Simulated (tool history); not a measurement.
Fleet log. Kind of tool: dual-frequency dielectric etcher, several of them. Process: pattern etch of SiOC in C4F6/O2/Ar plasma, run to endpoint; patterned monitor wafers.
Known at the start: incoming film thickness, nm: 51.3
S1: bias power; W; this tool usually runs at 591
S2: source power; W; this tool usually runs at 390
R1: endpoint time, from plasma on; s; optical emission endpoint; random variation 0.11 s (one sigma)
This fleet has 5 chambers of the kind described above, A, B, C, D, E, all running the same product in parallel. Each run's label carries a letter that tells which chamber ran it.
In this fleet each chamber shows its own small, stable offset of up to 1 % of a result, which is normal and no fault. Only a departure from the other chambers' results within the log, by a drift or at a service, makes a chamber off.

Run 1E, day 0.15: usual settings. Result: R1 16.401 s.
Run 2C, day 0.321: usual settings. Result: R1 16.383 s.
Run 3B, day 0.575: usual settings. Result: R1 16.325 s.
Run 4D, day 0.904: usual settings. Result: R1 16.337 s.
Run 5A, day 1.204: usual settings. Result: R1 16.498 s.
Run 6A, day 1.412: usual settings. Result: R1 16.401 s.
Run 7E, day 1.671: usual settings. Result: R1 16.228 s.
Run 8C, day 1.825: usual settings but S1 724 W, S2 320 W. Result: R1 16.291 s.
Run 9D, day 1.996: usual settings but S1 724 W, S2 320 W. Result: R1 16.474 s.
Run 10B, day 2.258: usual settings but S1 724 W, S2 320 W. Result: R1 16.024 s.
Run 11B, day 2.446: usual settings but S1 724 W, S2 320 W. Result: R1 16.259 s.
Run 12C, day 2.75: usual settings but S1 724 W, S2 320 W. Result: R1 16.253 s.
Run 13D, day 2.933: usual settings. Result: R1 16.502 s.
At day 2.95: chamber B: wet clean of the chamber.
Run 14A, day 3.188: usual settings. Result: R1 16.344 s.
Run 15E, day 3.412: usual settings but S1 715 W, S2 320 W. Result: R1 16.253 s.
At day 3.579: chamber D: wet clean of the chamber.
Run 16E, day 3.608: usual settings but S1 715 W, S2 320 W. Result: R1 16.434 s.
Run 17A, day 3.892: usual settings but S1 715 W, S2 320 W. Result: R1 16.53 s.
Run 18C, day 4.138: usual settings but S1 715 W, S2 320 W. Result: R1 16.422 s.
Run 19B, day 4.317: usual settings but S1 715 W, S2 320 W. Result: R1 16.26 s.
Run 20D, day 4.483: usual settings. Result: R1 16.549 s.
Run 21A, day 4.671: usual settings. Result: R1 16.372 s.
Run 22E, day 4.838: usual settings but S1 474 W, S2 440 W. Result: R1 16.808 s.
Run 23C, day 5.125: usual settings but S1 474 W, S2 440 W. Result: R1 16.989 s.
At day 5.154: chamber E: wet clean of the chamber.
Run 24D, day 5.433: usual settings but S1 474 W, S2 440 W. Result: R1 17.15 s.
Run 25B, day 5.642: usual settings but S1 474 W, S2 440 W. Result: R1 16.886 s.
Run 26D, day 5.896: usual settings but S1 474 W, S2 440 W. Result: R1 16.85 s.
Run 27B, day 6.133: usual settings. Result: R1 16.295 s.
Run 28E, day 6.471: usual settings. Result: R1 16.208 s.
Run 29A, day 6.812: usual settings. Result: R1 16.389 s.
Run 30C, day 7.046: usual settings. Result: R1 16.535 s.
Run 31E, day 7.3: usual settings. Result: R1 16.478 s.
Run 32D, day 7.621: usual settings but S1 722 W, S2 470 W. Result: R1 14.078 s.
Run 33B, day 7.925: usual settings but S1 722 W, S2 470 W. Result: R1 14.204 s.
Run 34A, day 8.138: usual settings but S1 722 W, S2 470 W. Result: R1 14.112 s.
Run 35C, day 8.404: usual settings but S1 722 W, S2 470 W. Result: R1 14.343 s.

Next, all 5 chambers run the settings below, one line each with question marks for the results. What does each chamber give?
Run 36A, day 8.65: usual settings. Result: R1 ?.
Run 36B, day 8.65: usual settings. Result: R1 ?.
Run 36C, day 8.65: usual settings. Result: R1 ?.
Run 36D, day 8.65: usual settings. Result: R1 ?.
Run 36E, day 8.65: usual settings. Result: R1 ?.

run      R1
36A  16.382
36B  16.463
36C  16.447
36D  16.613
36E  16.448
